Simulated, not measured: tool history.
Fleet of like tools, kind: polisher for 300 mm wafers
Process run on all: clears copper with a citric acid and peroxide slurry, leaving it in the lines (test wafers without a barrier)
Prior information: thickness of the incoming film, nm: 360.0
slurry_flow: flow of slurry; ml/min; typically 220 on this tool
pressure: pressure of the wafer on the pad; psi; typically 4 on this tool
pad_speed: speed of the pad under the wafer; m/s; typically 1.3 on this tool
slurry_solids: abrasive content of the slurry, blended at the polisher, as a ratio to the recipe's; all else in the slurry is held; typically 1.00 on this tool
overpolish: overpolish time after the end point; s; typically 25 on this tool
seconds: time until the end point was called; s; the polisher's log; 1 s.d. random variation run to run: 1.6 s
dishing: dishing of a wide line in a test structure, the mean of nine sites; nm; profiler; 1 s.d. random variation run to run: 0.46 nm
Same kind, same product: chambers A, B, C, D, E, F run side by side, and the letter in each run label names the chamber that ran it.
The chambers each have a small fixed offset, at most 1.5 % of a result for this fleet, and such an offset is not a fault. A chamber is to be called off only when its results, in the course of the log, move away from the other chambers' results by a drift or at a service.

run	hour	slurry_flow	pressure	pad_speed	slurry_solids	overpolish	seconds	dishing
1E	6.4	220	4	1.3	1.00	25	92.202	30.314
# hour 7.3: chamber B: head pressure recalibrated
2A	10.7	220	4	1.3	1.00	25	90.948	31.732
# hour 12.4: chamber A: worn pad replaced by a new one
3D	15.6	220	4	1.3	1.00	25	93.584	29.748
4C	19.9	220	4	1.3	1.00	25	90.826	30.837
# hour 22.6: chamber B: worn pad replaced by a new one
5B	28.3	220	4	1.3	1.00	25	92.082	30.769
6F	34.9	220	4	1.3	1.00	25	95.036	31.090
# hour 36.7: chamber E: slurry nozzle cleaned
7F	40.2	220	4	1.3	1.00	25	92.735	31.049
# hour 43.3: chamber C: slurry blender recalibrated
# hour 43.5: chamber C: worn pad replaced by a new one
8A	45.4	155	4	1.3	1.00	25	91.282	30.799
9E	50.6	155	4	1.3	1.00	25	97.973	30.562
10D	57.0	155	4	1.3	1.00	25	97.254	30.889
11B	61.9	155	4	1.3	1.00	25	97.068	30.934
12C	68.5	155	4	1.3	1.00	25	98.564	30.526
# hour 70.4: chamber C: slurry nozzle cleaned
# hour 74.2: chamber D: slurry nozzle cleaned
13B	75.8	155	4	1.3	1.00	25	96.725	30.631
14D	80.4	220	4	1.3	1.00	25	92.155	30.757
# hour 83.1: chamber E: worn pad replaced by a new one
15E	88.6	220	4	1.3	0.75	25	95.403	31.652
# hour 92.6: chamber C: head pressure recalibrated
# hour 93.5: chamber D: worn pad replaced by a new one
# hour 95.2: chamber F: worn pad replaced by a new one
16F	97.3	220	4	1.3	0.75	25	96.740	29.748
# hour 100.8: chamber E: slurry blender recalibrated
# hour 101.6: chamber C: worn pad replaced by a new one
17A	103.1	220	4	1.3	0.75	25	93.657	30.474
# hour 104.5: chamber B: worn pad replaced by a new one
# hour 105.9: chamber F: slurry blender recalibrated
18C	110.2	220	4	1.3	0.75	25	98.578	30.148
19E	115.7	220	4	1.3	0.75	25	98.982	30.293
# hour 118.2: chamber E: head pressure recalibrated
20A	122.8	220	4	1.3	0.75	25	97.847	30.799
21F	129.9	220	4	1.3	1.00	25	91.369	30.114
22B	138.5	220	4	1.3	1.00	25	91.961	30.410
# hour 143.0: chamber D: slurry blender recalibrated
23D	145.6	220	4	1.3	1.00	25	89.176	31.382
# hour 146.0: chamber C: worn pad replaced by a new one
24C	154.1	220	4	1.3	1.00	25	91.252	31.008
# hour 154.4: chamber E: worn pad replaced by a new one
25D	158.6	220	4	1.3	1.25	25	86.879	31.300
# hour 158.8: chamber A: worn pad replaced by a new one
26F	163.3	220	4	1.3	1.25	25	88.861	30.213
27C	167.9	220	4	1.3	1.25	25	87.624	31.240
# hour 170.7: chamber C: slurry blender recalibrated
28B	174.3	220	4	1.3	1.25	25	89.413	32.571
29A	179.4	220	4	1.3	1.25	25	86.150	31.208
# hour 180.3: chamber A: head pressure recalibrated
30E	185.4	220	4	1.3	1.25	25	87.933	31.910
31E	193.5	220	4	1.3	1.00	25	89.697	31.120
32D	200.1	220	4	1.3	1.00	35	92.427	33.146
# hour 201.8: chamber C: worn pad replaced by a new one
# hour 204.1: chamber B: worn pad replaced by a new one
# hour 205.3: chamber D: worn pad replaced by a new one
33B	208.7	220	4	1.3	1.00	35	91.710	34.015
34F	214.5	220	4	1.3	1.00	35	92.737	33.221
35A	222.4	220	4	1.3	1.00	35	89.915	33.075
# hour 223.2: chamber F: worn pad replaced by a new one
36C	229.4	220	4	1.3	1.00	35	91.302	32.668
37C	235.2	220	4	1.3	1.00	35	94.515	32.923
# hour 236.5: chamber F: slurry nozzle cleaned
38D	239.1	220	4	1.3	1.00	25	92.356	30.945
39A	243.7	220	4	1.3	1.00	25	94.580	30.345
40F	250.9	220	4	1.3	1.00	25	93.023	30.839

For the next run the whole fleet of 6 chambers uses the same settings. Give each chamber's results:
41A	257.2	220	4	0.9	1.00	25	?	?
41B	257.2	220	4	0.9	1.00	25	?	?
41C	257.2	220	4	0.9	1.00	25	?	?
41D	257.2	220	4	0.9	1.00	25	?	?
41E	257.2	220	4	0.9	1.00	25	?	?
41F	257.2	220	4	0.9	1.00	25	?	?

run	seconds	dishing
41A	130.870	27.533
41B	134.900	27.534
41C	133.010	27.529
41D	133.650	28.204
41E	130.360	27.044
41F	132.710	27.524
